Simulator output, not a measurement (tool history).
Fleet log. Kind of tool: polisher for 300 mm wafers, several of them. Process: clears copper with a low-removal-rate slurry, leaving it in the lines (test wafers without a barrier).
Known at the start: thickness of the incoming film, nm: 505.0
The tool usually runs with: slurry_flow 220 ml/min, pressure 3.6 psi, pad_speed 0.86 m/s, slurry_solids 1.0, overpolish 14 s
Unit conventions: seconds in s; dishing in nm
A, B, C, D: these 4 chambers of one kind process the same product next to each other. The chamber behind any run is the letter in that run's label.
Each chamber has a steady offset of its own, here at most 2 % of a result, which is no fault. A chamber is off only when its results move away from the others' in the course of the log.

run   hour  slurry_flow  pressure  pad_speed  slurry_solids  overpolish  wafers polished on this pad  hours since the slurry nozzle was cleaned  hours since the head pressure was calibrated  hours since the slurry blender was calibrated  seconds  dishing
 1A    4.9          220       3.6       0.86            1.0          14                         1001                                       79.2                                         787.8                                           56.5   162.09   29.943
 2C   11.0          220       3.6       0.86            1.0          14                          393                                      522.2                                         219.2                                          245.5   164.83   30.035
 3B   18.6          220       3.6       0.86            1.0          14                          439                                      388.7                                         381.1                                           74.3   164.97   29.893
 4D   26.1          220       3.6       0.86            1.0          14                         1104                                      260.6                                         159.0                                           68.5   169.33   29.803
 5C   35.0          220       3.6       0.86            1.0          14                          622                                      546.2                                         243.2                                          269.5   169.47   29.482
      36.8  -- chamber C: worn pad replaced by a new one
      40.0  -- chamber B: worn pad replaced by a new one
 6A   41.5          220       3.6       0.86            1.0          14                         1351                                      115.8                                         824.4                                           93.1   165.32   29.722
      46.2  -- chamber A: worn pad replaced by a new one
 7D   46.4          220       3.6       0.86            1.0          14                         1298                                      280.9                                         179.3                                           88.8   171.34   30.069
 8B   55.7          220       3.6       0.86            1.0          14                          150                                      425.8                                         418.2                                          111.4   172.20   30.568
 9B   59.8          220       3.6       0.86            1.0          14                          189                                      429.9                                         422.3                                          115.5   165.30   29.570
      59.9  -- chamber C: slurry blender recalibrated
      66.5  -- chamber D: worn pad replaced by a new one
10C   69.0          220       3.6       0.86            1.0          14                          307                                      580.2                                         277.2                                            9.1   167.04   30.112
      69.1  -- chamber A: slurry blender recalibrated
11D   77.4          270       3.0       0.86            1.0          14                          104                                      311.9                                         210.3                                          119.8   198.98   25.916
12A   82.3          270       3.0       0.86            1.0          14                          344                                      156.6                                         865.2                                           13.3   196.71   25.955
13C   88.0          270       3.0       0.86            1.0          14                          489                                      599.2                                         296.2                                           28.1   198.36   25.902
14A   94.3          270       3.0       0.86            1.0          14                          459                                      168.6                                         877.2                                           25.3   189.93   25.941
      95.3  -- chamber B: slurry blender recalibrated
15D  101.4          220       3.6       0.86            1.0          14                          333                                      335.9                                         234.3                                          143.8   167.13   29.754
     105.8  -- chamber B: worn pad replaced by a new one
16B  107.8          220       3.6       0.86            1.0          14                           19                                      477.9                                         470.3                                           12.6   166.84   30.508
     110.3  -- chamber D: slurry nozzle cleaned
     113.7  -- chamber C: worn pad replaced by a new one
17A  113.7          220       3.6       0.86            1.0          14                          644                                      188.0                                         896.6                                           44.7   168.23   30.404
18D  119.0          220       3.6       0.86            1.0          14                          501                                        8.8                                         251.9                                          161.4   167.07   29.538
19C  127.0          220       3.6       0.86            1.0          14                          127                                      638.2                                         335.2                                           67.1   165.47   30.246
20B  133.6          220       3.6       0.86            1.0          14                          265                                      503.7                                         496.1                                           38.4   169.09   30.201
21D  139.7          220       3.6       0.86            1.0          14                          699                                       29.5                                         272.6                                          182.1   168.25   30.548
22A  144.8          220       3.6       1.00            1.0          20                          941                                      219.1                                         927.7                                           75.8   142.21   46.151
23C  152.6          220       3.6       1.00            1.0          20                          371                                      663.8                                         360.8                                           92.7   144.38   45.848
24B  157.4          220       3.6       1.00            1.0          20                          492                                      527.5                                         519.9                                           62.2   142.79   46.783
25D  166.7          220       3.6       1.00            1.0          20                          957                                       56.5                                         299.6                                          209.1   151.54   46.423
26B  174.6          220       3.6       0.86            1.0          14                          657                                      544.7                                         537.1                                           79.4   161.84   30.743
     177.3  -- chamber A: worn pad replaced by a new one
     179.9  -- chamber C: worn pad replaced by a new one
     181.9  -- chamber B: worn pad replaced by a new one
27C  182.7          220       3.6       0.86            1.0          14                           26                                      693.9                                         390.9                                          122.8   167.65   30.292
28A  188.9          220       3.6       0.86            1.0          14                          111                                      263.2                                         971.8                                          119.9   166.66   30.600
29C  195.3          220       3.6       0.86            1.0          14                          147                                      706.5                                         403.5                                          135.4   170.95   30.216
     200.1  -- chamber D: worn pad replaced by a new one
30A  200.4          220       3.6       0.74            0.8          14                          220                                      274.7                                         983.3                                          131.4   204.17   25.432
     203.6  -- chamber B: head pressure recalibrated
31B  206.9          220       3.6       0.74            0.8          14                          238                                      577.0                                           3.4                                          111.7   199.15   25.279
     209.1  -- chamber D: slurry blender recalibrated
32D  213.5          220       3.6       0.74            0.8          14                          128                                      103.3                                         346.4                                            4.4   201.81   25.074
     217.5  -- chamber A: slurry blender recalibrated
33D  220.4          220       3.6       0.74            0.8          14                          194                                      110.2                                         353.3                                           11.3   203.31   25.236
34A  226.0          220       3.6       0.86            1.0          14                          465                                      300.3                                        1008.9                                            8.5   164.61   30.642
     229.1  -- chamber B: slurry blender recalibrated
35B  233.3          220       3.6       0.86            1.0          14                          490                                      603.4                                          29.8                                            4.3   164.68   31.106
36C  241.2          220       3.6       0.86            1.0          14                          585                                      752.4                                         449.4                                          181.3   166.57   30.777
37C  245.8          220       3.6       0.86            1.0          14                          629                                      757.0                                         454.0                                          185.9   174.59   30.117
     249.1  -- chamber B: worn pad replaced by a new one
38B  252.0          165       4.0       0.86            1.0          14                           27                                      622.1                                          48.5                                           23.0   156.30   31.939
39A  259.1          165       4.0       0.86            1.0          14                          781                                      333.4                                        1042.0                                           41.6   155.64   31.782

All 4 chambers run these settings next. Forecast each chamber's results:
40A  265.8          220       3.6       0.86            1.0          10                                                                                                                                                                             ?        ?
40B  265.8          220       3.6       0.86            1.0          10                                                                                                                                                                             ?        ?
40C  265.8          220       3.6       0.86            1.0          10                                                                                                                                                                             ?        ?
40D  265.8          220       3.6       0.86            1.0          10                                                                                                                                                                             ?        ?

run  seconds  dishing
40A   171.71   22.340
40B   160.63   22.273
40C   167.54   22.723
40D   165.72   22.520
